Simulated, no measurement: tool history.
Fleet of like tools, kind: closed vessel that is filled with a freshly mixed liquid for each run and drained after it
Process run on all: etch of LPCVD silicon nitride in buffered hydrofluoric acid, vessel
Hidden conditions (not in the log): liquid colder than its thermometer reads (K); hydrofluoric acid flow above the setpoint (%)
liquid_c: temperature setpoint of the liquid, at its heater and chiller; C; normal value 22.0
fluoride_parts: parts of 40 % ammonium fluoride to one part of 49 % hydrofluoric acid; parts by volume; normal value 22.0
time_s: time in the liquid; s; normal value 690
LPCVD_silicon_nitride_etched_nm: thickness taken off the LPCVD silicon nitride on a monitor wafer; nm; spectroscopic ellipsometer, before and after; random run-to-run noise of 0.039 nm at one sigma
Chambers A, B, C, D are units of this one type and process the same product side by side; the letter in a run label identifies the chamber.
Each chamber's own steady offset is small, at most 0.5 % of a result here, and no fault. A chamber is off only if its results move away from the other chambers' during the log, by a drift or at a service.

| run | hour | liquid_c | fluoride_parts | time_s | hours since the thermometer was replaced | hours since the hydrofluoric acid flow meter was replaced | read-back film thickness of the LPCVD silicon nitride reference wafer, read on the same gauge (nm) | LPCVD_silicon_nitride_etched_nm |
|---|---|---|---|---|---|---|---|---|
| 1B | 3.5 | 22.0 | 22.0 | 690 | 260.8 | 1809.8 | 90.017 | 4.0815 |
| 2A | 8.4 | 22.0 | 22.0 | 690 | 2367.0 | 1164.1 | 89.981 | 4.1217 |
| 3D | 13.8 | 22.0 | 22.0 | 690 | 100.5 | 762.1 | 90.019 | 4.0712 |
| 4C | 17.7 | 22.0 | 22.0 | 690 | 1717.9 | 769.4 | 90.000 | 4.1285 |
| 5A | 22.1 | 22.0 | 22.0 | 690 | 2380.7 | 1177.8 | 90.007 | 4.1092 |
| 6B | 26.4 | 22.0 | 22.0 | 690 | 283.7 | 1832.7 | 89.973 | 4.1251 |
| 7C | 31.2 | 22.0 | 22.0 | 690 | 1731.4 | 782.9 | 90.012 | 4.1678 |
| 8D | 37.8 | 22.0 | 14.0 | 1090 | 124.5 | 786.1 | 89.998 | 9.9799 |
| 9B | 41.1 | 22.0 | 14.0 | 1090 | 298.4 | 1847.4 | 89.990 | 9.9489 |
| 10D | 47.6 | 22.0 | 14.0 | 1090 | 134.3 | 795.9 | 89.998 | 9.9582 |
| 11A | 53.4 | 22.0 | 14.0 | 1090 | 2412.0 | 1209.1 | 89.991 | 9.8982 |
| 12C | 57.2 | 22.0 | 22.0 | 690 | 1757.4 | 808.9 | 90.011 | 4.1517 |
| 13D | 61.8 | 22.0 | 22.0 | 690 | 148.5 | 810.1 | 90.007 | 4.1641 |
| 14A | 68.1 | 22.0 | 22.0 | 690 | 2426.7 | 1223.8 | 89.985 | 4.1596 |
| 15C | 71.2 | 25.0 | 17.0 | 690 | 1771.4 | 822.9 | 89.973 | 6.1232 |
| 16B | 76.7 | 25.0 | 17.0 | 690 | 334.0 | 1883.0 | 89.998 | 5.9462 |
| 17B | 83.2 | 25.0 | 17.0 | 690 | 340.5 | 1889.5 | 89.987 | 6.0249 |
| 18C | 89.3 | 25.0 | 17.0 | 690 | 1789.5 | 841.0 | 89.985 | 6.1538 |
| 19A | 93.4 | 25.0 | 22.0 | 560 | 2452.0 | 1249.1 | 89.985 | 3.9472 |
|  | 96.1 | chamber C: thermometer replaced |
| 20D | 99.0 | 25.0 | 22.0 | 560 | 185.7 | 847.3 | 89.981 | 3.9551 |
| 21C | 102.0 | 25.0 | 22.0 | 560 | 6.0 | 853.7 | 89.994 | 3.9921 |
| 22B | 108.4 | 25.0 | 22.0 | 560 | 365.7 | 1914.7 | 90.036 | 3.9018 |
| 23A | 115.0 | 22.0 | 22.0 | 690 | 2473.6 | 1270.7 | 90.018 | 4.1132 |
| 24D | 120.6 | 18.5 | 16.5 | 690 | 207.3 | 868.9 | 90.026 | 4.3582 |
| 25C | 124.8 | 18.5 | 16.5 | 690 | 28.8 | 876.5 | 90.020 | 4.3714 |
| 26D | 131.3 | 18.5 | 16.5 | 690 | 218.0 | 879.6 | 90.003 | 4.3798 |
| 27B | 134.4 | 18.5 | 16.5 | 690 | 391.7 | 1940.7 | 90.020 | 4.1909 |
| 28A | 137.7 | 22.0 | 28.0 | 870 | 2496.3 | 1293.4 | 89.982 | 4.4386 |
| 29C | 144.0 | 22.0 | 28.0 | 870 | 48.0 | 895.7 | 89.991 | 4.4151 |
| 30D | 150.9 | 22.0 | 28.0 | 870 | 237.6 | 899.2 | 89.992 | 4.3572 |
| 31B | 157.0 | 22.0 | 28.0 | 870 | 414.3 | 1963.3 | 90.011 | 4.1682 |
| 32A | 161.0 | 22.0 | 22.0 | 690 | 2519.6 | 1316.7 | 89.973 | 4.1479 |
| 33B | 165.8 | 26.0 | 22.0 | 375 | 423.1 | 1972.1 | 90.027 | 2.6388 |
| 34A | 172.5 | 26.0 | 22.0 | 375 | 2531.1 | 1328.2 | 89.990 | 2.7924 |
| 35C | 178.7 | 26.0 | 22.0 | 375 | 82.7 | 930.4 | 90.020 | 2.7887 |
| 36D | 182.9 | 26.0 | 22.0 | 375 | 269.6 | 931.2 | 90.016 | 2.8691 |
| 37D | 189.6 | 22.0 | 22.0 | 690 | 276.3 | 937.9 | 90.009 | 4.1718 |
| 38C | 194.8 | 22.0 | 22.0 | 690 | 98.8 | 946.5 | 90.000 | 4.1177 |
| 39A | 201.6 | 22.0 | 22.0 | 690 | 2560.2 | 1357.3 | 89.987 | 4.2082 |
| 40B | 206.1 | 22.0 | 22.0 | 690 | 463.4 | 2012.4 | 89.986 | 3.8312 |
| 41A | 212.2 | 22.0 | 22.0 | 690 | 2570.8 | 1367.9 | 89.995 | 4.1308 |

Read the log: is a single chamber off, either drifting away or since a service, is the gauge that measures every chamber drifting, or is nothing wrong beyond small per-chamber offsets? Name any odd chamber and what most likely caused it.

Chamber B drifts away from the others.
Likeliest cause: liquid colder than its thermometer reads (K) = 1.42.
The log may not separate it from: hydrofluoric acid flow below the setpoint (%).

Which of the 4 candidates below, each the usual settings with something changed and its results left as question marks, puts chamber B back in line with what the other chambers give on the usual settings?
A result is in line if it is within this distance of the other chambers' mean on the usual settings: LPCVD_silicon_nitride_etched_nm 0.1400 nm
| 42B-1 | 217.1 | 22.0 | 22.0 | 705 |  |  |  | ? |
| 42B-2 | 217.1 | 22.0 | 19.5 | 690 |  |  |  | ? |
| 42B-3 | 217.1 | 21.5 | 23.5 | 690 |  |  |  | ? |
| 42B-4 | 217.1 | 22.0 | 22.5 | 690 |  |  |  | ? |

Mean of the other chambers on the usual settings: LPCVD_silicon_nitride_etched_nm 4.1378 nm
| run | LPCVD_silicon_nitride_etched_nm |
|---|---|
| 42B-1 | 3.9008 |
| 42B-2 | 4.1851 |
| 42B-3 | 3.5436 |
| 42B-4 | 3.7586 |
It is 42B-2 that realigns the chamber with its peers.
